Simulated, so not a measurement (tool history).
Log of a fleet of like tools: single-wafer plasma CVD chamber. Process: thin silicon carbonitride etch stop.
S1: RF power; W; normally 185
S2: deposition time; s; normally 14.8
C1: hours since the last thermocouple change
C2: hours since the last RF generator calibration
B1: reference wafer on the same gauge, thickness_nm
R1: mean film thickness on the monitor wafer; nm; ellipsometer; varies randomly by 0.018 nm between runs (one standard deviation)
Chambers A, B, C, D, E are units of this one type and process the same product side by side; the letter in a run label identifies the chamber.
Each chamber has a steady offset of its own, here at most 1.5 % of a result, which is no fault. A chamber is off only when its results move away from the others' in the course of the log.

run	day	S1	S2	C1	C2	B1	R1
1E	0.338	185	14.8	627.2	967.8	9.1791	8.2948
2B	0.804	185	14.8	104.8	1806.6	9.1830	8.2660
3C	1.071	185	14.8	1390.6	427.6	9.1839	8.2303
4A	1.550	185	14.8	1336.8	1030.0	9.1834	8.2330
5D	1.996	185	14.8	1486.3	520.5	9.1783	8.2785
6E	2.346	185	12.5	675.4	1016.0	9.1778	7.0185
7A	2.696	185	12.5	1364.3	1057.5	9.1787	6.9665
8B	3.167	185	12.5	161.5	1863.3	9.1750	6.9832
9C	3.400	185	12.5	1446.5	483.5	9.1781	6.9698
10D	3.862	185	12.5	1531.1	565.3	9.1791	6.9742
11E	4.338	155	14.8	723.2	1063.8	9.1792	7.8705
12C	4.742	155	14.8	1478.7	515.7	9.1784	7.8316
13A	4.962	155	14.8	1418.7	1111.9	9.1792	7.7808
14B	5.204	155	14.8	210.4	1912.2	9.1808	7.8428
15D	5.558	155	14.8	1571.8	606.0	9.1835	7.8530
16A	6.021	185	14.8	1444.1	1137.3	9.1810	8.2155
17D	6.488	185	14.8	1594.1	628.3	9.1756	8.2710
18B	6.946	185	14.8	252.2	1954.0	9.1813	8.2710
19E	7.367	185	14.8	795.9	1136.5	9.1747	8.3284
20C	7.771	185	14.8	1551.4	588.4	9.1785	8.2647
21B	8.042	185	14.8	278.5	1980.3	9.1818	8.2565
22C	8.529	185	14.8	1569.6	606.6	9.1815	8.2475
23E	9.004	185	14.8	835.2	1175.8	9.1831	8.3038
24D	9.238	185	14.8	1660.1	694.3	9.1799	8.3050
25A	9.571	185	14.8	1529.3	1222.5	9.1815	8.1021
# day 9.788: chamber B: RF generator calibrated
26A	10.038	185	14.8	1540.5	1233.7	9.1731	8.1422
27D	10.462	185	14.8	1689.5	723.7	9.1786	8.2704
28C	10.842	185	14.8	1625.1	662.1	9.1819	8.2705
29B	11.262	185	14.8	355.8	35.4	9.1773	8.2515
30E	11.646	185	14.8	898.6	1239.2	9.1811	8.3094

Does one chamber stand apart from the rest, does the shared gauge drift, or is all well apart from small per-chamber offsets? Give the chamber and the most likely cause, where there is one.

Little by little, chamber A moves away from the other chambers.
What lies behind it: delivered RF power below the setpoint (%) = 7.68.

Here are 4 candidates for chamber A's next run, each the usual settings with a change, their results left as question marks. Which one brings its results back in line with what the others give on the usual settings?
In-line tolerance around the mean of the other chambers on the usual settings: R1 0.0660 nm
31A-1	11.992	185	15.0				?
31A-2	11.992	185	14.4				?
31A-3	11.992	185	14.6				?
31A-4	11.992	185	15.2				?

The mean the other chambers reach with the usual settings: R1 8.2798 nm
run	R1
31A-1	8.1643
31A-2	7.8377
31A-3	7.9466
31A-4	8.2731
31A-4 puts the chamber back in line with the other chambers.
